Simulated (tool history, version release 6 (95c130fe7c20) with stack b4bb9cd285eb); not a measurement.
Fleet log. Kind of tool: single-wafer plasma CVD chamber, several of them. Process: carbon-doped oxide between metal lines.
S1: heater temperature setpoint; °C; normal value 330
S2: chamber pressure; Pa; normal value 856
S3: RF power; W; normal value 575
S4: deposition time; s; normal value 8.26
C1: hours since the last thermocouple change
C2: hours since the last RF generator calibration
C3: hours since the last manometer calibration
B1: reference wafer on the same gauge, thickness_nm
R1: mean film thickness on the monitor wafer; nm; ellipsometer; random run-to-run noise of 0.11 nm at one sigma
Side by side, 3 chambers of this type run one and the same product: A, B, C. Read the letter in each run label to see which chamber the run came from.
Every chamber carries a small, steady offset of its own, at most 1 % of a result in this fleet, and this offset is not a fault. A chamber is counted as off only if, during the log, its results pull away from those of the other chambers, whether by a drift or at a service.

Run 1C, hour 5.3: usual settings; C1 551.3; C2 2091.0; C3 2059.7; B1 49.691. Result: R1 51.339 nm.
Run 2A, hour 14.1: usual settings; C1 2162.1; C2 313.1; C3 140.1; B1 49.690. Result: R1 51.537 nm.
Run 3B, hour 24.1: usual settings; C1 701.6; C2 1338.3; C3 102.4; B1 49.723. Result: R1 51.712 nm.
At hour 27.5: chamber B: RF generator calibrated.
Run 4B, hour 31.3: usual settings; C1 708.8; C2 3.8; C3 109.6; B1 49.705. Result: R1 51.628 nm.
At hour 35.2: chamber C: capacitance manometer re-zeroed and calibrated.
Run 5C, hour 40.0: usual settings; C1 586.0; C2 2125.7; C3 4.9; B1 49.720. Result: R1 51.132 nm.
Run 6A, hour 46.1: usual settings; C1 2194.1; C2 345.1; C3 172.1; B1 49.691. Result: R1 51.383 nm.
Run 7B, hour 55.3: usual settings; C1 732.8; C2 27.8; C3 133.6; B1 49.678. Result: R1 51.601 nm.
Run 8C, hour 60.5: usual settings; C1 606.5; C2 2146.2; C3 25.4; B1 49.718. Result: R1 51.217 nm.
Run 9A, hour 65.6: usual settings; C1 2213.6; C2 364.6; C3 191.6; B1 49.734. Result: R1 51.515 nm.
Run 10A, hour 74.9: usual settings but S2 993 Pa; C1 2222.9; C2 373.9; C3 200.9; B1 49.673. Result: R1 51.958 nm.
At hour 78.5: chamber C: RF generator calibrated.
Run 11B, hour 84.0: usual settings but S2 993 Pa; C1 761.5; C2 56.5; C3 162.3; B1 49.705. Result: R1 52.098 nm.
Run 12C, hour 93.4: usual settings but S2 993 Pa; C1 639.4; C2 15.0; C3 58.3; B1 49.701. Result: R1 51.500 nm.
Run 13A, hour 100.6: usual settings; C1 2248.6; C2 399.6; C3 226.6; B1 49.701. Result: R1 51.278 nm.
Run 14B, hour 107.4: usual settings; C1 784.9; C2 79.9; C3 185.7; B1 49.694. Result: R1 51.545 nm.
Run 15C, hour 112.1: usual settings; C1 658.1; C2 33.7; C3 77.0; B1 49.696. Result: R1 51.296 nm.
Run 16B, hour 117.8: usual settings; C1 795.3; C2 90.3; C3 196.1; B1 49.694. Result: R1 51.404 nm.
Run 17C, hour 123.7: usual settings; C1 669.7; C2 45.3; C3 88.6; B1 49.720. Result: R1 51.354 nm.
Run 18A, hour 133.5: usual settings; C1 2281.5; C2 432.5; C3 259.5; B1 49.696. Result: R1 50.914 nm.
At hour 136.6: chamber A: thermocouple changed; heater temperature recalibrated.
Run 19A, hour 142.9: usual settings; C1 6.3; C2 441.9; C3 268.9; B1 49.687. Result: R1 50.926 nm.
Run 20C, hour 149.5: usual settings; C1 695.5; C2 71.1; C3 114.4; B1 49.716. Result: R1 51.228 nm.
Run 21B, hour 154.8: usual settings; C1 832.3; C2 127.3; C3 233.1; B1 49.717. Result: R1 51.619 nm.
Run 22C, hour 161.3: usual settings; C1 707.3; C2 82.9; C3 126.2; B1 49.676. Result: R1 51.148 nm.
Run 23A, hour 170.6: usual settings; C1 34.0; C2 469.6; C3 296.6; B1 49.703. Result: R1 50.659 nm.
Run 24B, hour 175.5: usual settings; C1 853.0; C2 148.0; C3 253.8; B1 49.722. Result: R1 51.727 nm.
Run 25C, hour 181.6: usual settings; C1 727.6; C2 103.2; C3 146.5; B1 49.724. Result: R1 51.193 nm.
Run 26B, hour 191.3: usual settings; C1 868.8; C2 163.8; C3 269.6; B1 49.693. Result: R1 51.687 nm.
Run 27A, hour 201.0: usual settings; C1 64.4; C2 500.0; C3 327.0; B1 49.714. Result: R1 50.433 nm.

All 3 chambers run these settings next. Forecast each chamber's results:
Run 28A, hour 208.3: usual settings but S2 772 Pa. Result: R1 ?.
Run 28B, hour 208.3: usual settings but S2 772 Pa. Result: R1 ?.
Run 28C, hour 208.3: usual settings but S2 772 Pa. Result: R1 ?.

run      R1
28A  49.580
28B  51.156
28C  50.758
